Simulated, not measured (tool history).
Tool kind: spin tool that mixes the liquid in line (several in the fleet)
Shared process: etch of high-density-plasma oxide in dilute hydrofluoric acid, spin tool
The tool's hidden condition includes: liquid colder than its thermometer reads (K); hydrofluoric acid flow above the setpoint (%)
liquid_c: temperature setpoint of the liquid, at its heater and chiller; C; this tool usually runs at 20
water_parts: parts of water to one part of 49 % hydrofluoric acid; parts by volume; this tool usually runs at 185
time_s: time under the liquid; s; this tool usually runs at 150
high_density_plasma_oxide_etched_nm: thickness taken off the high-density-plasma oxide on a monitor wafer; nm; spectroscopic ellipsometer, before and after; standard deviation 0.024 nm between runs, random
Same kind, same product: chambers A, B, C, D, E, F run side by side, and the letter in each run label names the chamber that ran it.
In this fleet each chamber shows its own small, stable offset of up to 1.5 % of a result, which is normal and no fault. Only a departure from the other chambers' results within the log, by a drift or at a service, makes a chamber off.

run	hour	liquid_c	water_parts	time_s	hours since the thermometer was replaced	hours since the hydrofluoric acid flow meter was replaced	read-back film thickness of the high-density-plasma oxide reference wafer, read on the same gauge (nm)	high_density_plasma_oxide_etched_nm
1D	11.2	20	185	150	463.6	88.2	70.006	4.5649
2C	19.8	20	185	150	1508.5	494.5	69.999	4.5606
3B	28.5	20	185	150	846.9	2076.2	70.007	4.5497
4E	41.4	20	185	150	614.6	391.4	70.031	4.568
5A	54.1	20	185	150	1950.4	709.6	70.04	4.5159
6F	64.8	24.5	145	150	1443.4	291.2	70.013	7.1238
7E	72	24.5	145	150	645.2	422	70.04	7.1688
# hour 72.3: chamber A: thermometer replaced
8A	81.1	24.5	145	150	8.8	736.6	70.024	7.101
9B	89.3	24.5	145	150	907.7	2137	69.968	7.1983
10F	97.7	24.5	145	150	1476.3	324.1	70.004	7.1813
11D	106.6	24.5	145	150	559	183.6	70.017	7.3185
12C	117.1	20	185	150	1605.8	591.8	69.973	4.5298
13E	126.7	20	185	150	699.9	476.7	70.006	4.5414
14F	133.3	20	185	150	1511.9	359.7	69.958	4.4833
15D	141.3	20	185	150	593.7	218.3	69.968	4.5461
16A	153	20	185	150	80.7	808.5	69.979	4.5262
17B	162.7	20	185	150	981.1	2210.4	70.01	4.5321
18C	169.5	20	185	150	1658.2	644.2	69.995	4.6146
19F	176.2	20	185	150	1554.8	402.6	70.041	4.5518
20A	184.6	20	185	150	112.3	840.1	70.011	4.4966
21E	194.8	20	185	150	768	544.8	70.033	4.5124
# hour 202.2: chamber F: hydrofluoric acid flow meter replaced
22D	203.3	20	185	150	655.7	280.3	69.957	4.5903
23B	210.4	20	185	150	1028.8	2258.1	69.996	4.5668
24C	220.5	20	185	150	1709.2	695.2	70.038	4.5171
25C	232.4	20	185	100	1721.1	707.1	69.985	3.0439
26A	242.7	20	185	100	170.4	898.2	70.008	2.9858
27B	255.6	20	185	100	1074	2303.3	69.95	3.0153
28E	267.6	20	185	100	840.8	617.6	69.999	3.0328
29D	278.2	20	185	100	730.6	355.2	69.96	3.034
30F	286.7	20	185	100	1665.3	84.5	69.957	3.0351
31E	293.1	20	185	150	866.3	643.1	70.032	4.5237
32F	304	20	185	150	1682.6	101.8	69.995	4.5205
33A	310.9	20	185	150	238.6	966.4	69.975	4.5164
34B	321.8	20	185	150	1140.2	2369.5	70.032	4.5349
35C	329.3	20	185	150	1818	804	69.988	4.5734
# hour 334: chamber C: thermometer replaced
# hour 335.3: chamber F: thermometer replaced
36D	340.3	20	185	150	792.7	417.3	69.989	4.5298
37C	352.8	20	185	150	18.9	827.5	69.959	4.5735
38D	358.7	20	185	150	811.1	435.7	70.031	4.5635
39F	365	20	185	150	29.7	162.8	69.983	4.4956
40E	371.5	20	185	150	944.7	721.5	70.001	4.5968
41B	383.1	20	185	150	1201.5	2430.8	69.976	4.5765

All 6 chambers run these settings next. Forecast each chamber's results:
42A	392.5	20	185	215				?
42B	392.5	20	185	215				?
42C	392.5	20	185	215				?
42D	392.5	20	185	215				?
42E	392.5	20	185	215				?
42F	392.5	20	185	215				?

run	high_density_plasma_oxide_etched_nm
42A	6.4539
42B	6.5804
42C	6.5425
42D	6.5641
42E	6.5062
42F	6.3712
